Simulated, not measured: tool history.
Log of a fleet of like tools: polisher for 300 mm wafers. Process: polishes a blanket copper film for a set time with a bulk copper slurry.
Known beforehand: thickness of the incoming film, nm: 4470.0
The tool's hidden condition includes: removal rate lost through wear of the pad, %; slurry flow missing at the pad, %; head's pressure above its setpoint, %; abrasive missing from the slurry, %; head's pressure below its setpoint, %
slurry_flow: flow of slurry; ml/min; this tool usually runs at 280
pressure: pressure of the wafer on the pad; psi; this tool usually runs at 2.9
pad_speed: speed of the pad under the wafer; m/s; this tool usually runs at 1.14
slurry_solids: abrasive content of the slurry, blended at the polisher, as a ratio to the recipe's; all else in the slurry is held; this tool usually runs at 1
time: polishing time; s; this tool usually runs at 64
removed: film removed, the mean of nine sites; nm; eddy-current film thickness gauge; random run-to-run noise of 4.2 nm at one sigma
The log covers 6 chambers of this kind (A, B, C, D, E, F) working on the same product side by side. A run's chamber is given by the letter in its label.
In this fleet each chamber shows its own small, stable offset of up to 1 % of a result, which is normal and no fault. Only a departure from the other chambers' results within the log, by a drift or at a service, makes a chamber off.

run,hour,slurry_flow,pressure,pad_speed,slurry_solids,time,wafers polished on this pad,hours since the slurry nozzle was cleaned,hours since the head pressure was calibrated,hours since the slurry blender was calibrated,removed
# hour 6.5: chamber F: slurry nozzle cleaned
1B,6.9,280,2.9,1.14,1,64,684,218.1,235.4,271.1,597.24
# hour 11.3: chamber F: slurry blender recalibrated
2F,15.1,280,2.9,1.14,1,64,989,8.6,916.1,3.8,600.83
3D,24.4,280,2.9,1.14,1,64,1291,39.2,205.1,249.8,595.11
4C,29.8,280,2.9,1.14,1,64,788,332.9,323.1,301.5,598.24
# hour 31.2: chamber E: worn pad replaced by a new one
5A,35.4,280,2.9,1.14,1,64,460,117.9,338.5,78.8,601.93
# hour 45.8: chamber D: worn pad replaced by a new one
# hour 46.5: chamber A: worn pad replaced by a new one
6E,46.8,280,2.9,1.14,1,64,127,211.9,118.5,131,595.98
7B,58.5,280,2.9,1.14,1,64,1105,269.7,287,322.7,608.82
# hour 62.9: chamber C: worn pad replaced by a new one
8C,65.7,280,2.9,1.14,1,64,23,368.8,359,337.4,600.14
# hour 68.9: chamber E: slurry blender recalibrated
# hour 70.1: chamber C: slurry nozzle cleaned
9A,72,280,2.9,1.14,1,64,208,154.5,375.1,115.4,605.93
10F,81.4,280,2.9,1.14,1,64,1530,74.9,982.4,70.1,591.49
11E,90.7,280,2.9,1.14,1,64,485,255.8,162.4,21.9,594.38
12D,98.1,280,2.9,1.14,1,64,426,112.9,278.8,323.5,590.19
# hour 104.7: chamber B: worn pad replaced by a new one
13E,107.1,220,2.9,1.14,1,47,619,272.2,178.8,38.3,429.72
# hour 110.3: chamber C: slurry blender recalibrated
# hour 111.1: chamber A: worn pad replaced by a new one
14A,115.6,220,2.9,1.14,1,47,37,198.1,418.7,159,431.14
# hour 118.2: chamber E: worn pad replaced by a new one
15C,122.6,220,2.9,1.14,1,47,487,52.6,415.9,12.4,425.51
16B,131.3,220,2.9,1.14,1,47,217,342.5,359.8,395.5,427.29
17F,138.5,220,2.9,1.14,1,47,1996,132,1039.5,127.2,419.98
18D,149.7,220,2.9,1.14,1,47,847,164.5,330.4,375.1,424.69
# hour 154.9: chamber E: slurry nozzle cleaned
19A,155.5,280,2.9,1.14,1,64,362,238,458.6,198.9,597.28
20E,161.9,280,2.9,1.14,1,64,357,7,233.6,93.1,597.77
# hour 166.7: chamber A: worn pad replaced by a new one
21F,167.4,280,2.9,1.14,1,64,2232,160.9,1068.4,156.1,577.05
22C,173.5,280,2.9,1.14,1,64,902,103.5,466.8,63.3,603.09
# hour 175.1: chamber B: slurry blender recalibrated
23B,179.7,280,2.9,1.14,1,64,612,390.9,408.2,4.6,604.68
24D,189,280,2.9,1.14,1,64,1168,203.8,369.7,414.4,585.08
25B,195.1,280,3.8,1.14,1,81,738,406.3,423.6,20,1003
# hour 195.7: chamber D: worn pad replaced by a new one
# hour 196: chamber C: worn pad replaced by a new one
26A,203.6,280,3.8,1.14,1,81,301,286.1,506.7,247,995.04
# hour 206.3: chamber D: slurry blender recalibrated
# hour 213.1: chamber E: worn pad replaced by a new one
27C,213.5,280,3.8,1.14,1,81,143,143.5,506.8,103.3,980.04
# hour 218.9: chamber E: slurry blender recalibrated
28E,220.6,280,3.8,1.14,1,81,61,65.7,292.3,1.7,1000.5
29F,228,280,3.8,1.14,1,81,2726,221.5,1129,216.7,948.54
# hour 231.5: chamber A: worn pad replaced by a new one
30D,233.6,280,3.8,1.14,1,81,309,248.4,414.3,27.3,971.39
# hour 241.8: chamber F: slurry nozzle cleaned
31B,243.5,330,2.9,1.14,1,64,1133,454.7,472,68.4,605.3
32F,254.4,330,2.9,1.14,1,64,2941,12.7,1155.4,243.1,577.58
# hour 256.1: chamber A: slurry blender recalibrated
33A,260.1,330,2.9,1.14,1,64,233,342.6,563.2,4,611.67
34C,271.3,330,2.9,1.14,1,64,614,201.3,564.6,161.1,603.69
35E,281.7,330,2.9,1.14,1,64,559,126.8,353.4,62.8,606.81
36D,293.3,330,2.9,1.14,1,64,796,308.1,474,87,594.84
# hour 298: chamber A: worn pad replaced by a new one
37A,303.5,280,2.9,1.14,1,64,45,386,606.6,47.4,603.79

Does one chamber stand apart from the rest, does the shared gauge drift, or is all well apart from small per-chamber offsets? Give the chamber and the most likely cause, where there is one.

It is chamber F that slowly wanders off from its peers.
Most likely cause: removal rate lost through wear of the pad, % = 6.9.
The log may not tell that from: head's pressure below its setpoint, %; abrasive missing from the slurry, %.

Here are 4 candidates for chamber F's next run, each the usual settings with a change, their results left as question marks. Which one brings its results back in line with what the others give on the usual settings?
Counts as in line when no further than this from what the other chambers average on the usual settings: removed 15 nm
38F-1,312.2,280,2.9,1.14,1,63,,,,,?
38F-2,312.2,280,3,1.14,1,64,,,,,?
38F-3,312.2,280,2.9,1.22,1,64,,,,,?
38F-4,312.2,280,2.8,1.1,1,64,,,,,?

What the other chambers average on the usual settings: removed 597.79 nm
run,removed
38F-1,548.67
38F-2,576.57
38F-3,595.91
38F-4,519.59
38F-3 is the one that brings the chamber's results back in line with the other chambers.

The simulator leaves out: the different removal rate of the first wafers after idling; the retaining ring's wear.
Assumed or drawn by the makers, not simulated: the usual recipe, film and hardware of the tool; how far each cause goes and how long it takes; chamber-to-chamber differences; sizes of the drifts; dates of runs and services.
